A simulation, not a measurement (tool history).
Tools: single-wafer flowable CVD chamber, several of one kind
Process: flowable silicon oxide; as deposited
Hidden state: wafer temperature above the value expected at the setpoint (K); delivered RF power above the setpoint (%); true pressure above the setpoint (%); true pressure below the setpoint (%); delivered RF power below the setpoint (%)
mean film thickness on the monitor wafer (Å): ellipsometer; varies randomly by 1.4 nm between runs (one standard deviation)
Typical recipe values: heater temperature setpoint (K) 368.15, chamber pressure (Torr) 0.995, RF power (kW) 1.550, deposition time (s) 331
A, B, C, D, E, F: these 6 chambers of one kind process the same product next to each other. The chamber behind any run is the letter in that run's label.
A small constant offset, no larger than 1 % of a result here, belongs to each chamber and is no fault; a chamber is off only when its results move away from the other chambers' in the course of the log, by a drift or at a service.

| run | day | heater temperature setpoint (K) | chamber pressure (Torr) | RF power (kW) | deposition time (s) | hours since the last thermocouple change | hours since the last RF generator calibration | hours since the last manometer calibration | read-back reference wafer on the same gauge, thickness_nm | mean film thickness on the monitor wafer (Å) |
|---|---|---|---|---|---|---|---|---|---|---|
| 1E | 0.175 | 368.15 | 0.995 | 1.550 | 331 | 339.6 | 1922.9 | 1093.1 | 251.80 | 2914.4 |
| 2B | 0.388 | 368.15 | 0.995 | 1.550 | 331 | 1016.9 | 558.1 | 941.7 | 252.26 | 2924.8 |
| 3A | 0.679 | 368.15 | 0.995 | 1.550 | 331 | 1603.7 | 188.6 | 613.6 | 251.95 | 2938.7 |
| 4F | 0.962 | 368.15 | 0.995 | 1.550 | 331 | 1944.0 | 467.1 | 2299.2 | 251.72 | 2906.1 |
| 5C | 1.233 | 368.15 | 0.995 | 1.550 | 331 | 1127.4 | 347.2 | 1753.4 | 251.94 | 2914.2 |
|  | 1.379 | chamber B: thermocouple changed; heater temperature recalibrated |
| 6D | 1.438 | 368.15 | 0.995 | 1.550 | 331 | 1273.3 | 1952.3 | 917.7 | 251.84 | 2918.2 |
|  | 1.512 | chamber F: thermocouple changed; heater temperature recalibrated |
| 7B | 1.600 | 368.15 | 0.995 | 1.550 | 331 | 5.4 | 587.2 | 970.8 | 252.02 | 2931.5 |
| 8A | 1.862 | 368.15 | 0.995 | 1.550 | 331 | 1632.1 | 217.0 | 642.0 | 251.75 | 2980.0 |
| 9C | 2.075 | 368.15 | 0.995 | 1.550 | 331 | 1147.6 | 367.4 | 1773.6 | 251.73 | 2931.0 |
| 10F | 2.379 | 368.15 | 0.995 | 1.550 | 331 | 20.8 | 501.1 | 2333.2 | 252.06 | 2914.9 |
| 11D | 2.521 | 368.15 | 0.995 | 1.550 | 331 | 1299.3 | 1978.3 | 943.7 | 252.52 | 2909.2 |
| 12E | 2.758 | 368.15 | 0.995 | 1.550 | 331 | 401.6 | 1984.9 | 1155.1 | 251.98 | 2909.4 |
| 13B | 2.917 | 368.15 | 0.995 | 1.550 | 331 | 37.0 | 618.8 | 1002.4 | 251.86 | 2918.7 |
| 14C | 3.188 | 368.15 | 0.995 | 1.550 | 331 | 1174.3 | 394.1 | 1800.3 | 252.29 | 2938.8 |
| 15E | 3.458 | 368.15 | 0.995 | 1.550 | 331 | 418.4 | 2001.7 | 1171.9 | 251.81 | 2890.6 |
| 16A | 3.725 | 368.15 | 0.995 | 1.550 | 331 | 1676.8 | 261.7 | 686.7 | 251.77 | 2957.4 |
| 17F | 4.029 | 368.15 | 0.995 | 1.550 | 331 | 60.4 | 540.7 | 2372.8 | 252.07 | 2923.6 |
| 18D | 4.204 | 368.15 | 0.995 | 1.550 | 331 | 1339.7 | 2018.7 | 984.1 | 251.79 | 2891.9 |
| 19E | 4.488 | 368.15 | 0.995 | 1.550 | 331 | 443.1 | 2026.4 | 1196.6 | 251.99 | 2885.8 |
| 20B | 4.725 | 368.15 | 0.995 | 1.550 | 331 | 80.4 | 662.2 | 1045.8 | 252.13 | 2932.9 |
| 21A | 4.988 | 368.15 | 0.995 | 1.550 | 331 | 1707.1 | 292.0 | 717.0 | 251.98 | 2937.4 |
|  | 5.071 | chamber F: capacitance manometer re-zeroed and calibrated |
| 22C | 5.275 | 368.15 | 0.995 | 1.550 | 331 | 1224.4 | 444.2 | 1850.4 | 252.25 | 2919.3 |
| 23F | 5.425 | 368.15 | 0.995 | 1.550 | 331 | 93.9 | 574.2 | 8.5 | 252.22 | 2904.3 |
| 24D | 5.712 | 368.15 | 0.995 | 1.550 | 331 | 1375.9 | 2054.9 | 1020.3 | 252.05 | 2895.2 |
| 25C | 5.879 | 368.15 | 0.995 | 1.550 | 331 | 1238.9 | 458.7 | 1864.9 | 251.92 | 2946.4 |
| 26B | 6.025 | 368.15 | 0.995 | 1.550 | 331 | 111.6 | 693.4 | 1077.0 | 251.74 | 2925.1 |
| 27F | 6.192 | 368.15 | 0.995 | 1.550 | 331 | 112.3 | 592.6 | 26.9 | 252.13 | 2912.2 |
| 28A | 6.450 | 355.15 | 0.995 | 1.550 | 331 | 1742.2 | 327.1 | 752.1 | 252.08 | 4494.7 |
| 29E | 6.596 | 355.15 | 0.995 | 1.550 | 331 | 493.7 | 2077.0 | 1247.2 | 252.26 | 4349.2 |
|  | 6.638 | chamber B: RF generator calibrated |
| 30D | 6.888 | 355.15 | 0.995 | 1.550 | 331 | 1404.1 | 2083.1 | 1048.5 | 251.99 | 4360.5 |
| 31D | 7.121 | 355.15 | 0.995 | 1.550 | 331 | 1409.7 | 2088.7 | 1054.1 | 252.16 | 4339.3 |
|  | 7.375 | chamber D: capacitance manometer re-zeroed and calibrated |
| 32F | 7.379 | 355.15 | 0.995 | 1.550 | 331 | 140.8 | 621.1 | 55.4 | 251.87 | 4372.9 |
| 33A | 7.604 | 355.15 | 0.995 | 1.550 | 331 | 1769.9 | 354.8 | 779.8 | 252.18 | 4447.9 |
| 34B | 7.796 | 368.15 | 0.995 | 1.550 | 331 | 154.1 | 27.9 | 1119.5 | 251.82 | 2900.9 |
| 35C | 7.950 | 368.15 | 0.995 | 1.550 | 331 | 1288.6 | 508.4 | 1914.6 | 251.87 | 2906.5 |
| 36E | 8.117 | 368.15 | 0.995 | 1.670 | 382 | 530.2 | 2113.5 | 1283.7 | 252.02 | 3435.1 |
| 37F | 8.292 | 368.15 | 0.995 | 1.670 | 382 | 162.7 | 643.0 | 77.3 | 252.51 | 3419.8 |
| 38E | 8.579 | 368.15 | 0.995 | 1.670 | 382 | 541.3 | 2124.6 | 1294.8 | 252.21 | 3418.6 |
| 39D | 8.825 | 368.15 | 0.995 | 1.670 | 382 | 1450.6 | 2129.6 | 34.9 | 252.26 | 3438.1 |
| 40C | 9.112 | 368.15 | 0.995 | 1.670 | 382 | 1316.5 | 536.3 | 1942.5 | 251.84 | 3438.9 |

Is one chamber off against the others, does the gauge drift, or is nothing wrong? If a chamber is off, say which, and what the likeliest cause is.

No chamber stands off beyond its own small offset, and the gauge holds steady.

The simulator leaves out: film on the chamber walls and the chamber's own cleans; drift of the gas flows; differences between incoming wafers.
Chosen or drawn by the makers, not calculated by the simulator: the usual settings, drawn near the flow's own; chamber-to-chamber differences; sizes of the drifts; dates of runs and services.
